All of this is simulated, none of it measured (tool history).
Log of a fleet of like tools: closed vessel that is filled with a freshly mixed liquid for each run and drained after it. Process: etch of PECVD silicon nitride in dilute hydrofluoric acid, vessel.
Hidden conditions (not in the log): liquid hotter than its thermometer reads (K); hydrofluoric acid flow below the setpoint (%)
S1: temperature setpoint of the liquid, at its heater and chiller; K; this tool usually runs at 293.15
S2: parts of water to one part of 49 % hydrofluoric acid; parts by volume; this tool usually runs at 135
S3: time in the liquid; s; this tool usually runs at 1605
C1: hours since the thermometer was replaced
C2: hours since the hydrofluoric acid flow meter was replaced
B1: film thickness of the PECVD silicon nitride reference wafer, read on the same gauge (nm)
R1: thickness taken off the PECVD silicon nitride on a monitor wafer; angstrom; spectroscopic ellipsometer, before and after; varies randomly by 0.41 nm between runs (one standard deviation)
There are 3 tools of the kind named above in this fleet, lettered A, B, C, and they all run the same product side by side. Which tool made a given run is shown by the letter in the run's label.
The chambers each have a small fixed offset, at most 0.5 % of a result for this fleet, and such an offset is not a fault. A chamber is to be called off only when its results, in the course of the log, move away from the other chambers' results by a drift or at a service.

run	day	S1	S2	S3	C1	C2	B1	R1
1A	0.4	293.15	135	1605	1081.6	1201.2	120.01	518.57
2C	0.971	293.15	135	1605	736.9	439.4	120.04	521.71
3B	1.338	293.15	135	1605	287	177.4	120.03	518.12
4C	1.975	293.15	135	1605	761	463.5	119.98	523.79
5A	2.3	293.15	135	1605	1127.2	1246.8	120.01	520.76
# day 2.788: chamber C: thermometer replaced
6B	2.888	293.15	135	1605	324.2	214.6	120.02	512.67
7A	3.408	293.15	135	1605	1153.8	1273.4	120.02	522.64
8C	3.792	293.15	135	1605	24.2	507.1	120.04	516.54
9B	4.438	293.15	135	1605	361.4	251.8	119.95	517.35
10A	5.025	293.15	200	2280	1192.6	1312.2	120.03	510.46
11C	5.454	293.15	200	2280	64.1	547	120	503.89
12B	5.783	293.15	200	2280	393.7	284.1	119.99	504.74
13A	6.092	293.15	135	1605	1218.2	1337.8	120.02	522.7
14C	6.638	293.15	135	1605	92.5	575.4	119.98	512.48
15B	7.279	293.15	135	1605	429.6	320	120.02	528.54
16B	7.692	293.15	135	1605	439.5	329.9	119.98	523.29
17A	8.029	293.15	135	1605	1264.7	1384.3	120.02	516.78
18C	8.588	293.15	135	1605	139.3	622.2	119.97	514.85
19C	9.233	293.15	135	1605	154.8	637.7	120	519
20A	9.658	293.15	180	830	1303.8	1423.4	120.01	203.4
21B	10.246	293.15	180	830	500.8	391.2	119.97	206.59
22A	10.792	293.15	180	830	1331	1450.6	119.99	203.05
23C	11.158	293.15	135	1605	201	683.9	120	516.65
24B	11.717	293.15	135	1605	536.1	426.5	120.01	531.04
25C	12.321	293.15	135	1605	228.9	711.8	119.98	516.93
26B	12.871	293.15	135	1605	563.8	454.2	119.96	544.12
27A	13.35	293.15	175	2140	1392.4	1512	119.98	537.06
28A	13.983	293.15	175	2140	1407.6	1527.2	120.01	542.47
29C	14.338	293.15	175	2140	277.3	760.2	119.99	532.22
30B	14.804	293.15	135	1605	610.2	500.6	120.07	544.26
31A	15.417	293.15	135	1605	1442	1561.6	119.97	523.31
32B	15.867	293.15	135	1605	635.7	526.1	119.98	551.13
33C	16.271	293.15	135	1605	323.7	806.6	120.02	517.71
34A	16.767	293.15	175	1605	1474.4	1594	120.03	410.56
35C	17.329	293.15	175	1605	349.1	832	120.02	399.45
# day 17.662: chamber B: hydrofluoric acid flow meter replaced
36B	17.738	293.15	175	1605	680.6	1.9	120.03	433.26
37C	18.362	293.15	135	1605	373.9	856.8	119.96	514.08
38B	18.771	293.15	135	1605	705.4	26.7	119.98	553.94
39A	19.329	293.15	135	1605	1535.9	1655.5	120.02	518.08
40C	19.783	293.15	135	1605	408	890.9	120.02	524.12
41A	20.417	293.15	135	1605	1562	1681.6	120.02	529.19
42B	20.858	293.15	135	1605	755.5	76.8	120.05	566.1
43C	21.204	293.15	135	1605	442.1	925	119.98	519.21

Is one chamber out of step, is the gauge drifting, or do the chambers differ by no more than their own small offsets? For an off chamber, give its letter and the likeliest cause.

One chamber, B, drifts off from the rest bit by bit.
Likeliest cause: liquid hotter than its thermometer reads (K) = 1.27.

Which of the 4 candidates below, each the usual settings with something changed and its results left as question marks, puts chamber B back in line with what the other chambers give on the usual settings?
In-line tolerance around the mean of the other chambers on the usual settings: R1 14 angstrom
44B-1	21.683	293.65	130	1715				?
44B-2	21.683	293.15	140	1540				?
44B-3	21.683	292.65	150	1605				?
44B-4	21.683	293.15	130	1670				?

Other chambers, usual settings, mean: R1 519.33 angstrom
run	R1
44B-1	648.32
44B-2	523.94
44B-3	493.66
44B-4	611.08
With 44B-2, the chamber falls back in line with the rest.
